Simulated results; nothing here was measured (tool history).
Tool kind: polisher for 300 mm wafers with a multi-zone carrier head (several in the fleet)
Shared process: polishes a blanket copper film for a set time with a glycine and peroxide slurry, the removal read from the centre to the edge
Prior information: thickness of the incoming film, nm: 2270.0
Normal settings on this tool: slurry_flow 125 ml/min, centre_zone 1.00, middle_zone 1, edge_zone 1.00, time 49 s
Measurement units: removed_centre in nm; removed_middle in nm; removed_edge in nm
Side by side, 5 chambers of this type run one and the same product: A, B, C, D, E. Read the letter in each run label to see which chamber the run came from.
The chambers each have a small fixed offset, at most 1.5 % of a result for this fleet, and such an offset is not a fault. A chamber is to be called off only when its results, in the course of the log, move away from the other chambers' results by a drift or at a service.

run 1A hour=10.2 | slurry_flow=125 centre_zone=1.00 middle_zone=1 edge_zone=1.00 time=49 | removed_centre=378.15 removed_middle=395.19 removed_edge=389.09
-- hour=17.8 chamber D: centre zone pressure recalibrated
-- hour=20.5 chamber C: worn pad replaced by a new one
run 2C hour=23.4 | slurry_flow=125 centre_zone=1.00 middle_zone=1 edge_zone=1.00 time=49 | removed_centre=375.31 removed_middle=380.52 removed_edge=379.46
-- hour=30.7 chamber A: worn pad replaced by a new one
run 3B hour=36.1 | slurry_flow=125 centre_zone=1.00 middle_zone=1 edge_zone=1.00 time=49 | removed_centre=384.03 removed_middle=377.41 removed_edge=391.81
-- hour=40.4 chamber A: slurry nozzle cleaned
-- hour=40.8 chamber E: worn pad replaced by a new one
run 4E hour=48.4 | slurry_flow=125 centre_zone=1.00 middle_zone=1 edge_zone=1.00 time=49 | removed_centre=382.86 removed_middle=381.81 removed_edge=379.95
run 5D hour=57.2 | slurry_flow=125 centre_zone=1.00 middle_zone=1 edge_zone=1.00 time=49 | removed_centre=378.45 removed_middle=377.48 removed_edge=385.23
run 6E hour=67.9 | slurry_flow=125 centre_zone=1.00 middle_zone=1 edge_zone=1.00 time=49 | removed_centre=382.60 removed_middle=380.85 removed_edge=386.45
-- hour=75.6 chamber D: slurry nozzle cleaned
run 7B hour=80.4 | slurry_flow=125 centre_zone=1.00 middle_zone=1 edge_zone=1.00 time=49 | removed_centre=378.81 removed_middle=377.14 removed_edge=375.86
-- hour=87.5 chamber D: worn pad replaced by a new one
-- hour=89.9 chamber C: worn pad replaced by a new one
run 8C hour=90.7 | slurry_flow=125 centre_zone=1.00 middle_zone=1 edge_zone=1.00 time=49 | removed_centre=385.10 removed_middle=385.50 removed_edge=376.42
run 9D hour=101.0 | slurry_flow=125 centre_zone=1.00 middle_zone=1 edge_zone=1.00 time=49 | removed_centre=380.45 removed_middle=374.53 removed_edge=378.82
-- hour=106.6 chamber C: slurry nozzle cleaned
-- hour=108.1 chamber A: worn pad replaced by a new one
run 10A hour=111.9 | slurry_flow=125 centre_zone=1.10 middle_zone=1 edge_zone=1.00 time=49 | removed_centre=426.40 removed_middle=389.12 removed_edge=384.94
-- hour=114.3 chamber E: worn pad replaced by a new one
run 11E hour=119.9 | slurry_flow=125 centre_zone=1.10 middle_zone=1 edge_zone=1.00 time=49 | removed_centre=418.80 removed_middle=379.90 removed_edge=376.13
-- hour=125.4 chamber E: edge zone pressure recalibrated
run 12B hour=128.2 | slurry_flow=125 centre_zone=1.10 middle_zone=1 edge_zone=1.00 time=49 | removed_centre=416.31 removed_middle=365.80 removed_edge=368.44
run 13C hour=139.7 | slurry_flow=125 centre_zone=1.10 middle_zone=1 edge_zone=1.00 time=49 | removed_centre=412.97 removed_middle=369.42 removed_edge=370.19
run 14A hour=151.3 | slurry_flow=125 centre_zone=1.10 middle_zone=1 edge_zone=1.00 time=49 | removed_centre=417.34 removed_middle=388.14 removed_edge=382.99
-- hour=152.7 chamber C: worn pad replaced by a new one
run 15D hour=158.4 | slurry_flow=125 centre_zone=1.00 middle_zone=1 edge_zone=1.00 time=49 | removed_centre=377.56 removed_middle=380.57 removed_edge=380.17
run 16A hour=166.6 | slurry_flow=125 centre_zone=1.00 middle_zone=1 edge_zone=1.00 time=49 | removed_centre=378.07 removed_middle=381.22 removed_edge=382.27
-- hour=171.8 chamber A: worn pad replaced by a new one
-- hour=172.5 chamber D: worn pad replaced by a new one
run 17E hour=176.1 | slurry_flow=125 centre_zone=1.00 middle_zone=1 edge_zone=1.00 time=49 | removed_centre=372.86 removed_middle=381.10 removed_edge=379.11
-- hour=186.0 chamber E: worn pad replaced by a new one
run 18C hour=188.3 | slurry_flow=125 centre_zone=1.00 middle_zone=1 edge_zone=1.00 time=49 | removed_centre=371.83 removed_middle=380.62 removed_edge=374.14
-- hour=194.5 chamber A: centre zone pressure recalibrated
-- hour=197.9 chamber B: edge zone pressure recalibrated
run 19D hour=199.0 | slurry_flow=105 centre_zone=1.00 middle_zone=1 edge_zone=1.00 time=49 | removed_centre=360.60 removed_middle=363.95 removed_edge=367.70
run 20B hour=210.1 | slurry_flow=105 centre_zone=1.00 middle_zone=1 edge_zone=1.00 time=49 | removed_centre=345.87 removed_middle=343.16 removed_edge=352.43
-- hour=212.9 chamber C: worn pad replaced by a new one
run 21C hour=217.9 | slurry_flow=105 centre_zone=1.00 middle_zone=1 edge_zone=1.00 time=49 | removed_centre=354.72 removed_middle=362.07 removed_edge=368.75
run 22D hour=229.5 | slurry_flow=105 centre_zone=1.00 middle_zone=1 edge_zone=1.00 time=49 | removed_centre=358.74 removed_middle=367.11 removed_edge=374.38
-- hour=235.5 chamber A: worn pad replaced by a new one
run 23E hour=242.0 | slurry_flow=105 centre_zone=1.00 middle_zone=1 edge_zone=1.00 time=49 | removed_centre=362.53 removed_middle=367.67 removed_edge=369.48
-- hour=248.4 chamber D: worn pad replaced by a new one
run 24B hour=253.0 | slurry_flow=125 centre_zone=1.00 middle_zone=1 edge_zone=1.00 time=49 | removed_centre=348.66 removed_middle=355.68 removed_edge=353.79
-- hour=257.7 chamber E: worn pad replaced by a new one
run 25A hour=262.9 | slurry_flow=125 centre_zone=1.00 middle_zone=1 edge_zone=0.93 time=49 | removed_centre=380.51 removed_middle=376.06 removed_edge=369.75
run 26A hour=273.6 | slurry_flow=125 centre_zone=1.00 middle_zone=1 edge_zone=0.93 time=49 | removed_centre=376.11 removed_middle=386.35 removed_edge=365.98
-- hour=277.2 chamber E: centre zone pressure recalibrated
run 27C hour=280.1 | slurry_flow=125 centre_zone=1.00 middle_zone=1 edge_zone=0.93 time=49 | removed_centre=377.05 removed_middle=377.52 removed_edge=365.51
run 28E hour=287.8 | slurry_flow=125 centre_zone=1.00 middle_zone=1 edge_zone=0.93 time=49 | removed_centre=378.09 removed_middle=389.95 removed_edge=367.39
-- hour=291.1 chamber C: worn pad replaced by a new one
run 29D hour=296.0 | slurry_flow=125 centre_zone=1.00 middle_zone=1 edge_zone=0.93 time=49 | removed_centre=381.59 removed_middle=376.42 removed_edge=368.37
-- hour=299.0 chamber A: worn pad replaced by a new one
-- hour=302.6 chamber C: slurry nozzle cleaned
run 30B hour=307.9 | slurry_flow=125 centre_zone=1.00 middle_zone=1 edge_zone=1.00 time=49 | removed_centre=339.30 removed_middle=341.83 removed_edge=343.88
run 31A hour=321.2 | slurry_flow=125 centre_zone=1.00 middle_zone=1 edge_zone=1.00 time=49 | removed_centre=385.60 removed_middle=387.27 removed_edge=381.59
-- hour=324.9 chamber E: worn pad replaced by a new one
run 32E hour=327.4 | slurry_flow=90 centre_zone=1.00 middle_zone=1 edge_zone=1.00 time=54 | removed_centre=377.55 removed_middle=384.41 removed_edge=391.91
run 33C hour=338.1 | slurry_flow=90 centre_zone=1.00 middle_zone=1 edge_zone=1.00 time=54 | removed_centre=370.28 removed_middle=382.68 removed_edge=387.29
run 34B hour=350.0 | slurry_flow=90 centre_zone=1.00 middle_zone=1 edge_zone=1.00 time=54 | removed_centre=341.89 removed_middle=350.50 removed_edge=352.31

Does one chamber stand apart from the rest, does the shared gauge drift, or is all well apart from small per-chamber offsets? Give the chamber and the most likely cause, where there is one.

Chamber B drifts away from the others.
Cause: removal rate lost through wear of the pad, % = 11.7.
The log may not tell that from: slurry flow missing at the pad, %.

Which of the 4 candidates below, each the usual settings with something changed and its results left as question marks, puts chamber B back in line with what the other chambers give on the usual settings?
In-line tolerance around the mean of the other chambers on the usual settings: removed_centre 16.00 nm; removed_middle 15.00 nm; removed_edge 14.00 nm
run 35B-1 hour=359.5 | slurry_flow=125 centre_zone=0.99 middle_zone=1.00 edge_zone=1.01 time=55 | removed_centre=? removed_middle=? removed_edge=?
run 35B-2 hour=359.5 | slurry_flow=125 centre_zone=1.00 middle_zone=1.00 edge_zone=1.00 time=51 | removed_centre=? removed_middle=? removed_edge=?
run 35B-3 hour=359.5 | slurry_flow=125 centre_zone=1.00 middle_zone=1.00 edge_zone=1.00 time=47 | removed_centre=? removed_middle=? removed_edge=?
run 35B-4 hour=359.5 | slurry_flow=125 centre_zone=1.00 middle_zone=0.99 edge_zone=1.00 time=44 | removed_centre=? removed_middle=? removed_edge=?

Other chambers, usual settings, mean: removed_centre 377.79 nm; removed_middle 380.87 nm; removed_edge 380.59 nm
run=35B-1 removed_centre=376.70 removed_middle=376.76 removed_edge=381.22
run=35B-2 removed_centre=353.21 removed_middle=349.34 removed_edge=351.67
run=35B-3 removed_centre=325.50 removed_middle=321.94 removed_edge=324.09
run=35B-4 removed_centre=304.70 removed_middle=298.59 removed_edge=303.44
Change 35B-1 lands the chamber within the allowed miss of the other chambers.

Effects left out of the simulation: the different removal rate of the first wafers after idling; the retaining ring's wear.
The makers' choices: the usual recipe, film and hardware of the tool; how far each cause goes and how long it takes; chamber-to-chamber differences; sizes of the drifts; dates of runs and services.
